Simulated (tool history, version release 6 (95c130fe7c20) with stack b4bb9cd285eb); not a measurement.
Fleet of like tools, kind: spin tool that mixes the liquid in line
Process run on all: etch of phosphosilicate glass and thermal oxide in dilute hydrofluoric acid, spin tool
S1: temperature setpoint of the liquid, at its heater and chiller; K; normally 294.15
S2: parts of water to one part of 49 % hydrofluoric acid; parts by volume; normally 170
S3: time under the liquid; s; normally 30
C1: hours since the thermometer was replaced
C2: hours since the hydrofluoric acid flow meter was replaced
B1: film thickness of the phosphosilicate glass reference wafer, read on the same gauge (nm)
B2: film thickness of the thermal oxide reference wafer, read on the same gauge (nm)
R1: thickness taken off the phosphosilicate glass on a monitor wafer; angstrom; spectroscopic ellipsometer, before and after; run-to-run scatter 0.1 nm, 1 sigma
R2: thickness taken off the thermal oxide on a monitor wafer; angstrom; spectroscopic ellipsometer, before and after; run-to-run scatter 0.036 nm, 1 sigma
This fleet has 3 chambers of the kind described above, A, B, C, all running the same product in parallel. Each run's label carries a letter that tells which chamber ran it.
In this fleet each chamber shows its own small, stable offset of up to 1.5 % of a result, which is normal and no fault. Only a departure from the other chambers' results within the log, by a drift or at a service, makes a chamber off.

run   hour      S1   S2  S3      C1      C2      B1      B2      R1       R2
 1B    6.6  294.15  170  30   322.9   142.4  140.00  130.01  290.57   7.0785
 2C   11.5  294.15  170  30   501.7  1148.0  140.00  129.98  290.00   6.8292
      17.1  -- chamber C: thermometer replaced
 3A   19.7  294.15  170  30  1648.3  1876.9  140.00  130.07  288.99   6.4547
 4B   24.9  294.15  170  30   341.2   160.7  139.99  129.96  290.23   6.7806
 5C   30.3  294.15  170  45    13.2  1166.8  139.99  130.05  432.61   9.4263
 6A   38.6  294.15  170  45  1667.2  1895.8  140.02  129.99  433.82  10.5720
 7C   45.8  294.15  170  45    28.7  1182.3  139.99  129.98  434.93   9.4913
 8B   51.5  291.65  170  20   367.8   187.3  140.01  130.01  176.21   3.7941
 9A   56.1  291.65  170  20  1684.7  1913.3  139.99  129.98  173.94   4.0701
10C   63.1  291.65  170  20    46.0  1199.6  140.01  129.99  174.65   3.9750
11A   70.4  294.15  170  30  1699.0  1927.6  140.00  129.99  288.81   6.9193
12B   76.5  297.15  215  30   392.8   212.3  140.01  129.97  245.39   5.4709
13C   85.1  297.15  215  30    68.0  1221.6  140.01  130.06  244.57   5.9984
14A   89.1  297.15  215  30  1717.7  1946.3  140.03  130.01  243.19   5.4171
15B   95.6  294.15  170  30   411.9   231.4  139.99  129.96  290.66   7.0756
16B   99.8  294.15  170  30   416.1   235.6  139.98  129.97  290.78   6.5113
17C  104.7  294.15  170  30    87.6  1241.2  140.00  129.99  288.74   6.7702
18A  110.8  294.15  170  30  1739.4  1968.0  140.00  129.97  289.57   6.7496
19C  115.2  294.15  170  30    98.1  1251.7  140.00  129.98  287.33   6.7781
20A  122.2  294.15  170  30  1750.8  1979.4  140.01  129.96  288.99   7.0511
21B  126.1  294.15  170  30   442.4   261.9  140.01  130.02  291.04   6.9043
22C  133.0  294.15  170  30   115.9  1269.5  140.01  129.96  288.18   6.4842
23A  139.6  296.15  170  30  1768.2  1996.8  140.00  130.01  313.76   6.9466
24B  145.4  296.15  170  30   461.7   281.2  140.00  129.98  313.59   7.6206
25A  149.8  296.15  170  30  1778.4  2007.0  140.01  129.99  313.45   7.6438
26B  158.6  294.15  170  30   474.9   294.4  139.99  130.04  292.28   6.4770
27C  166.2  294.15  170  30   149.1  1302.7  140.00  129.99  290.11   6.7514
28A  174.6  294.15  170  30  1803.2  2031.8  140.01  129.97  290.10   6.8465
29B  179.5  294.15  170  30   495.8   315.3  139.98  130.06  291.52   6.8160
30C  187.9  294.15  170  30   170.8  1324.4  140.02  129.97  289.99   7.0703
31A  195.5  294.15  170  30  1824.1  2052.7  139.99  130.03  288.43   7.0039

All chambers now run identical settings, listed one chamber a line with results as question marks. What results will each chamber show?
32A  201.9  294.15  170  20                   ?   ?
32B  201.9  294.15  170  20                   ?   ?
32C  201.9  294.15  170  20                   ?   ?

run      R1      R2
32A  194.23  4.6318
32B  194.40  4.1839
32C  194.01  4.3834

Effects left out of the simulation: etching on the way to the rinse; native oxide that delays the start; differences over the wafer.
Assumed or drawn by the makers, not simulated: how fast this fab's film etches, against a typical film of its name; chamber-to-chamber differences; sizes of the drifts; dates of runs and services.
